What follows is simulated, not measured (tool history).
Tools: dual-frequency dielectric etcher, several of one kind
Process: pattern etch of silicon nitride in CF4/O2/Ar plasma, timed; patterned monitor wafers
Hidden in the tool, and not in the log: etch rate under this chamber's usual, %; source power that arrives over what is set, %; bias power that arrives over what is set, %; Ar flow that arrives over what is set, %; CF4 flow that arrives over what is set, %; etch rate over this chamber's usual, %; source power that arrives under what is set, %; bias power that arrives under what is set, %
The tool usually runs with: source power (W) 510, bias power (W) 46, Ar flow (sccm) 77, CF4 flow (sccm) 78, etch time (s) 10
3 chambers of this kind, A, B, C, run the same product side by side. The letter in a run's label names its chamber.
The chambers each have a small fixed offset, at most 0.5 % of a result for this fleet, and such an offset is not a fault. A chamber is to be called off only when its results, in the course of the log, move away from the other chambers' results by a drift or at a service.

| run | hour | source power (W) | bias power (W) | Ar flow (sccm) | CF4 flow (sccm) | etch time (s) | hours since the last wet clean | hours since the last source power generator calibration | hours since the last bias power generator calibration | hours since the last Ar flow controller change | hours since the last CF4 flow controller change | read-back reference wafer on the same gauge, depth_nm | mean etch depth across the wafer (Å) |
|---|---|---|---|---|---|---|---|---|---|---|---|---|---|
| 1C | 3.2 | 510 | 46 | 77 | 78 | 10 | 167.9 | 1530.4 | 2122.1 | 5051.8 | 468.1 | 20.304 | 186.88 |
| 2B | 7.5 | 510 | 46 | 77 | 78 | 10 | 222.1 | 2310.3 | 840.8 | 100.3 | 4943.1 | 20.301 | 188.60 |
| 3A | 12.4 | 510 | 46 | 77 | 78 | 10 | 529.4 | 1840.5 | 1461.0 | 2533.9 | 1518.6 | 20.297 | 188.05 |
| 4B | 17.7 | 510 | 46 | 77 | 78 | 10 | 232.3 | 2320.5 | 851.0 | 110.5 | 4953.3 | 20.306 | 187.82 |
| 5C | 21.3 | 510 | 46 | 77 | 78 | 10 | 186.0 | 1548.5 | 2140.2 | 5069.9 | 486.2 | 20.304 | 186.45 |
| 6A | 25.5 | 510 | 46 | 77 | 78 | 10 | 542.5 | 1853.6 | 1474.1 | 2547.0 | 1531.7 | 20.303 | 188.16 |
| 7A | 32.4 | 510 | 46 | 77 | 78 | 10 | 549.4 | 1860.5 | 1481.0 | 2553.9 | 1538.6 | 20.294 | 188.11 |
|  | 33.7 | chamber B: CF4 flow controller replaced |
| 8C | 36.8 | 510 | 46 | 77 | 78 | 10 | 201.5 | 1564.0 | 2155.7 | 5085.4 | 501.7 | 20.291 | 186.80 |
| 9B | 43.5 | 510 | 46 | 77 | 78 | 10 | 258.1 | 2346.3 | 876.8 | 136.3 | 9.9 | 20.292 | 187.48 |
| 10B | 49.7 | 510 | 46 | 77 | 78 | 10 | 264.3 | 2352.5 | 883.0 | 142.5 | 16.1 | 20.302 | 188.73 |
| 11C | 55.2 | 510 | 46 | 77 | 78 | 10 | 219.9 | 1582.4 | 2174.1 | 5103.8 | 520.1 | 20.295 | 185.84 |
| 12A | 59.9 | 510 | 46 | 77 | 78 | 10 | 576.9 | 1888.0 | 1508.5 | 2581.4 | 1566.1 | 20.301 | 188.12 |
| 13C | 63.5 | 510 | 46 | 77 | 78 | 10 | 228.2 | 1590.7 | 2182.4 | 5112.1 | 528.4 | 20.295 | 186.70 |
| 14B | 67.1 | 510 | 46 | 77 | 78 | 10 | 281.7 | 2369.9 | 900.4 | 159.9 | 33.5 | 20.298 | 187.85 |
| 15A | 74.1 | 510 | 46 | 77 | 78 | 10 | 591.1 | 1902.2 | 1522.7 | 2595.6 | 1580.3 | 20.297 | 188.58 |
|  | 80.5 | chamber A: wet clean of the chamber |
| 16C | 81.0 | 420 | 55 | 77 | 78 | 10 | 245.7 | 1608.2 | 2199.9 | 5129.6 | 545.9 | 20.287 | 168.00 |
| 17A | 85.8 | 420 | 55 | 77 | 78 | 10 | 5.4 | 1913.9 | 1534.4 | 2607.3 | 1592.0 | 20.306 | 169.99 |
| 18B | 89.5 | 420 | 55 | 77 | 78 | 10 | 304.1 | 2392.3 | 922.8 | 182.3 | 55.9 | 20.298 | 169.55 |
| 19A | 94.8 | 510 | 46 | 60 | 78 | 11 | 14.4 | 1922.9 | 1543.4 | 2616.3 | 1601.0 | 20.304 | 213.44 |
| 20C | 99.9 | 510 | 46 | 60 | 78 | 11 | 264.6 | 1627.1 | 2218.8 | 5148.5 | 564.8 | 20.289 | 210.57 |

All 3 chambers run these settings next. Forecast each chamber's results:
| 21A | 104.9 | 510 | 41 | 77 | 78 | 10 |  |  |  |  |  |  | ? |
| 21B | 104.9 | 510 | 41 | 77 | 78 | 10 |  |  |  |  |  |  | ? |
| 21C | 104.9 | 510 | 41 | 77 | 78 | 10 |  |  |  |  |  |  | ? |

| run | mean etch depth across the wafer (Å) |
|---|---|
| 21A | 180.47 |
| 21B | 180.51 |
| 21C | 176.65 |
